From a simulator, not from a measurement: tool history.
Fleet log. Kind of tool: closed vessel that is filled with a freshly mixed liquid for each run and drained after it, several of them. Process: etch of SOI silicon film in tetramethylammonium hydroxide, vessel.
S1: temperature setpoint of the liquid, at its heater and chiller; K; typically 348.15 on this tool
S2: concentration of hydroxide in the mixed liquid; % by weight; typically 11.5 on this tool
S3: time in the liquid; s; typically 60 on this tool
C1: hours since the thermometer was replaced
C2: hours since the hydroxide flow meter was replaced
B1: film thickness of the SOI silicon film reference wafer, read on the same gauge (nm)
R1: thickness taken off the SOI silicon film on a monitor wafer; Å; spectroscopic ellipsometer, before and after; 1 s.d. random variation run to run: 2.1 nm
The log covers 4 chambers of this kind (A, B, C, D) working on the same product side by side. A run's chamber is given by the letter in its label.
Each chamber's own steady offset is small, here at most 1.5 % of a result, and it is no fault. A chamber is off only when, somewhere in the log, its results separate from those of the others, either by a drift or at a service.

Run 1B, hour 11.4: usual settings; C1 1266.3; C2 468.8; B1 30.002. Result: R1 5300.6 Å.
At hour 14.9: chamber B: hydroxide flow meter replaced.
Run 2D, hour 20.8: usual settings; C1 2017.6; C2 397.4; B1 30.003. Result: R1 5294.6 Å.
Run 3C, hour 27.8: usual settings; C1 1027.1; C2 1507.9; B1 30.01. Result: R1 5202.2 Å.
Run 4A, hour 39.5: usual settings; C1 684.7; C2 250.4; B1 29.987. Result: R1 5210.8 Å.
At hour 44.9: chamber C: thermometer replaced.
Run 5A, hour 50: usual settings; C1 695.2; C2 260.9; B1 29.999. Result: R1 5232.3 Å.
Run 6D, hour 61.3: usual settings; C1 2058.1; C2 437.9; B1 30. Result: R1 5255.3 Å.
Run 7B, hour 73.4: usual settings; C1 1328.3; C2 58.6; B1 29.995. Result: R1 5295.2 Å.
Run 8C, hour 81.3: usual settings but S2 10 % by weight; C1 36.4; C2 1561.4; B1 29.996. Result: R1 5488.9 Å.
Run 9D, hour 93.5: usual settings but S2 10 % by weight; C1 2090.3; C2 470.1; B1 29.991. Result: R1 5528.7 Å.
Run 10A, hour 104.7: usual settings but S2 10 % by weight; C1 749.9; C2 315.6; B1 29.996. Result: R1 5472.8 Å.
Run 11B, hour 116.4: usual settings but S2 10 % by weight; C1 1371.3; C2 101.6; B1 29.997. Result: R1 5544.6 Å.
Run 12C, hour 123: usual settings; C1 78.1; C2 1603.1; B1 29.987. Result: R1 5238 Å.
Run 13A, hour 135.7: usual settings; C1 780.9; C2 346.6; B1 29.991. Result: R1 5258.9 Å.
Run 14C, hour 145.3: usual settings; C1 100.4; C2 1625.4; B1 29.985. Result: R1 5237.4 Å.
Run 15D, hour 153.8: usual settings; C1 2150.6; C2 530.4; B1 30.001. Result: R1 5252.1 Å.
Run 16B, hour 164.3: usual settings; C1 1419.2; C2 149.5; B1 30.009. Result: R1 5305.5 Å.
Run 17A, hour 171: usual settings; C1 816.2; C2 381.9; B1 30.001. Result: R1 5229.4 Å.
Run 18C, hour 179.2: usual settings; C1 134.3; C2 1659.3; B1 30.003. Result: R1 5224.8 Å.
Run 19B, hour 186.2: usual settings; C1 1441.1; C2 171.4; B1 30.01. Result: R1 5321.2 Å.
Run 20D, hour 191.8: usual settings but S3 40 s; C1 2188.6; C2 568.4; B1 30.006. Result: R1 3516.6 Å.
Run 21B, hour 197.6: usual settings but S3 40 s; C1 1452.5; C2 182.8; B1 29.998. Result: R1 3547.5 Å.
Run 22D, hour 209.5: usual settings but S3 40 s; C1 2206.3; C2 586.1; B1 29.999. Result: R1 3494.6 Å.
Run 23A, hour 218.6: usual settings but S3 40 s; C1 863.8; C2 429.5; B1 29.999. Result: R1 3487.8 Å.
At hour 220.2: chamber A: thermometer replaced.
Run 24C, hour 224.1: usual settings; C1 179.2; C2 1704.2; B1 29.987. Result: R1 5260.1 Å.
Run 25A, hour 231.6: usual settings but S1 353.65 K; C1 11.4; C2 442.5; B1 30.008. Result: R1 7111.2 Å.
Run 26D, hour 238.5: usual settings but S1 353.65 K; C1 2235.3; C2 615.1; B1 30.007. Result: R1 7188.5 Å.
Run 27C, hour 247.1: usual settings but S1 353.65 K; C1 202.2; C2 1727.2; B1 30.002. Result: R1 7126.9 Å.
Run 28B, hour 256: usual settings but S1 353.65 K; C1 1510.9; C2 241.2; B1 29.997. Result: R1 7246.5 Å.
Run 29C, hour 267.5: usual settings; C1 222.6; C2 1747.6; B1 29.992. Result: R1 5233.6 Å.
Run 30D, hour 276.7: usual settings; C1 2273.5; C2 653.3; B1 30.008. Result: R1 5260.2 Å.

Predict what each chamber gives when all 4 of them run the settings below next.
Run 31A, hour 285.8: usual settings. Result: R1 ?.
Run 31B, hour 285.8: usual settings. Result: R1 ?.
Run 31C, hour 285.8: usual settings. Result: R1 ?.
Run 31D, hour 285.8: usual settings. Result: R1 ?.

run      R1
31A  5255.2
31B  5298.7
31C    5245
31D  5237.7
